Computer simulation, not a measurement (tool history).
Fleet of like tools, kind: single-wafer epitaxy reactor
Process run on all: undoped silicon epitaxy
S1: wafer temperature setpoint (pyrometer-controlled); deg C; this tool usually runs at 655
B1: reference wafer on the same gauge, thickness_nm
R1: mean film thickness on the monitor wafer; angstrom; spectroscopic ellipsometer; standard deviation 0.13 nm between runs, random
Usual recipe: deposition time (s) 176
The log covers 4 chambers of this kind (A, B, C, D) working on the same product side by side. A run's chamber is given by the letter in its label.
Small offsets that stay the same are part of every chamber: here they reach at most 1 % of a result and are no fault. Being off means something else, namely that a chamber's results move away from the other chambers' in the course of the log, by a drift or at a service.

{"run": "1D", "day": 0.1, "S1": 655, "deposition time (s)": 176, "B1": 34.508, "R1": 327.9}
{"run": "2C", "day": 0.267, "S1": 655, "deposition time (s)": 176, "B1": 34.501, "R1": 328.64}
{"run": "3A", "day": 0.467, "S1": 655, "deposition time (s)": 176, "B1": 34.502, "R1": 329.28}
{"run": "4B", "day": 0.558, "S1": 655, "deposition time (s)": 176, "B1": 34.491, "R1": 326.57}
{"run": "5D", "day": 0.712, "S1": 655, "deposition time (s)": 176, "B1": 34.461, "R1": 328.5}
{"run": "6A", "day": 0.821, "S1": 655, "deposition time (s)": 176, "B1": 34.503, "R1": 331.36}
{"run": "7B", "day": 0.925, "S1": 655, "deposition time (s)": 176, "B1": 34.503, "R1": 327.32}
{"run": "8C", "day": 1.096, "S1": 655, "deposition time (s)": 176, "B1": 34.519, "R1": 327.47}
{"run": "9B", "day": 1.233, "S1": 655, "deposition time (s)": 199, "B1": 34.496, "R1": 371.53}
{"run": "10A", "day": 1.433, "S1": 655, "deposition time (s)": 199, "B1": 34.515, "R1": 372.44}
{"run": "11C", "day": 1.638, "S1": 655, "deposition time (s)": 199, "B1": 34.503, "R1": 368.17}
{"run": "12D", "day": 1.85, "S1": 655, "deposition time (s)": 199, "B1": 34.487, "R1": 372.39}
{"run": "13C", "day": 2.054, "S1": 655, "deposition time (s)": 176, "B1": 34.475, "R1": 325.19}
{"run": "14B", "day": 2.15, "S1": 655, "deposition time (s)": 176, "B1": 34.527, "R1": 327.36}
{"run": "15D", "day": 2.288, "S1": 655, "deposition time (s)": 176, "B1": 34.465, "R1": 327.28}
{"run": "16A", "day": 2.392, "S1": 655, "deposition time (s)": 176, "B1": 34.521, "R1": 331.43}
{"run": "17A", "day": 2.525, "S1": 655, "deposition time (s)": 176, "B1": 34.499, "R1": 330.76}
{"run": "18D", "day": 2.65, "S1": 655, "deposition time (s)": 176, "B1": 34.512, "R1": 327.4}
{"run": "19B", "day": 2.75, "S1": 655, "deposition time (s)": 176, "B1": 34.504, "R1": 329.34}
{"run": "20C", "day": 2.95, "S1": 655, "deposition time (s)": 176, "B1": 34.484, "R1": 325.88}
{"run": "21A", "day": 3.092, "S1": 661, "deposition time (s)": 176, "B1": 34.487, "R1": 373.44}
{"run": "22D", "day": 3.188, "S1": 661, "deposition time (s)": 176, "B1": 34.504, "R1": 374.33}
{"run": "23B", "day": 3.342, "S1": 661, "deposition time (s)": 176, "B1": 34.535, "R1": 374.76}
{"run": "24C", "day": 3.542, "S1": 661, "deposition time (s)": 176, "B1": 34.514, "R1": 365.43}
{"run": "25A", "day": 3.679, "S1": 655, "deposition time (s)": 176, "B1": 34.482, "R1": 329.2}
{"run": "26B", "day": 3.8, "S1": 655, "deposition time (s)": 176, "B1": 34.503, "R1": 330.26}
{"run": "27D", "day": 3.983, "S1": 655, "deposition time (s)": 176, "B1": 34.527, "R1": 329.52}
{"run": "28C", "day": 4.146, "S1": 645, "deposition time (s)": 193, "B1": 34.513, "R1": 284.97}
{"run": "29A", "day": 4.246, "S1": 645, "deposition time (s)": 193, "B1": 34.481, "R1": 291.51}
{"run": "30D", "day": 4.367, "S1": 645, "deposition time (s)": 193, "B1": 34.475, "R1": 290.59}
{"run": "31B", "day": 4.554, "S1": 645, "deposition time (s)": 193, "B1": 34.505, "R1": 291.97}
{"run": "32C", "day": 4.667, "S1": 655, "deposition time (s)": 176, "B1": 34.477, "R1": 317.94}
{"run": "33C", "day": 4.821, "S1": 655, "deposition time (s)": 176, "B1": 34.476, "R1": 320.13}
{"run": "34D", "day": 4.933, "S1": 655, "deposition time (s)": 176, "B1": 34.522, "R1": 329.4}
{"run": "35A", "day": 5.138, "S1": 655, "deposition time (s)": 176, "B1": 34.506, "R1": 329.15}
{"run": "36B", "day": 5.3, "S1": 642, "deposition time (s)": 204, "B1": 34.506, "R1": 285.76}
{"run": "37A", "day": 5.504, "S1": 642, "deposition time (s)": 204, "B1": 34.482, "R1": 288.71}
{"run": "38D", "day": 5.671, "S1": 642, "deposition time (s)": 204, "B1": 34.484, "R1": 288.9}
{"run": "39B", "day": 5.775, "S1": 642, "deposition time (s)": 204, "B1": 34.492, "R1": 284.24}
{"run": "40C", "day": 5.9, "S1": 655, "deposition time (s)": 176, "B1": 34.471, "R1": 316.83}
{"run": "41B", "day": 6.071, "S1": 660, "deposition time (s)": 154, "B1": 34.532, "R1": 319.77}
{"run": "42A", "day": 6.258, "S1": 660, "deposition time (s)": 154, "B1": 34.464, "R1": 320.13}
{"run": "43C", "day": 6.421, "S1": 660, "deposition time (s)": 154, "B1": 34.485, "R1": 308.11}

Is one chamber out of step, is the gauge drifting, or do the chambers differ by no more than their own small offsets? For an off chamber, give its letter and the likeliest cause.

Chamber C drifts away from the others.
What lies behind it: wafer temperature below the value expected at the setpoint (K) = 1.54.

Below are 4 candidate recipes for chamber C's next run, each the usual settings with a change, their results shown as question marks. Which of them brings C's results back in line with what the other chambers give on the usual settings?
Allowed miss from the other chambers' usual-settings mean, per result, to count as in line: R1 4.6 angstrom
{"run": "44C-1", "day": 6.571, "S1": 656, "deposition time (s)": 178, "R1": "?"}
{"run": "44C-2", "day": 6.571, "S1": 655, "deposition time (s)": 189, "R1": "?"}
{"run": "44C-3", "day": 6.571, "S1": 655, "deposition time (s)": 163, "R1": "?"}
{"run": "44C-4", "day": 6.571, "S1": 655, "deposition time (s)": 169, "R1": "?"}

What the other chambers average on the usual settings: R1 329.3 angstrom
run=44C-1 R1=327.86
run=44C-2 R1=340.65
run=44C-3 R1=293.79
run=44C-4 R1=304.6
44C-1 is the one that brings the chamber's results back in line with the other chambers.
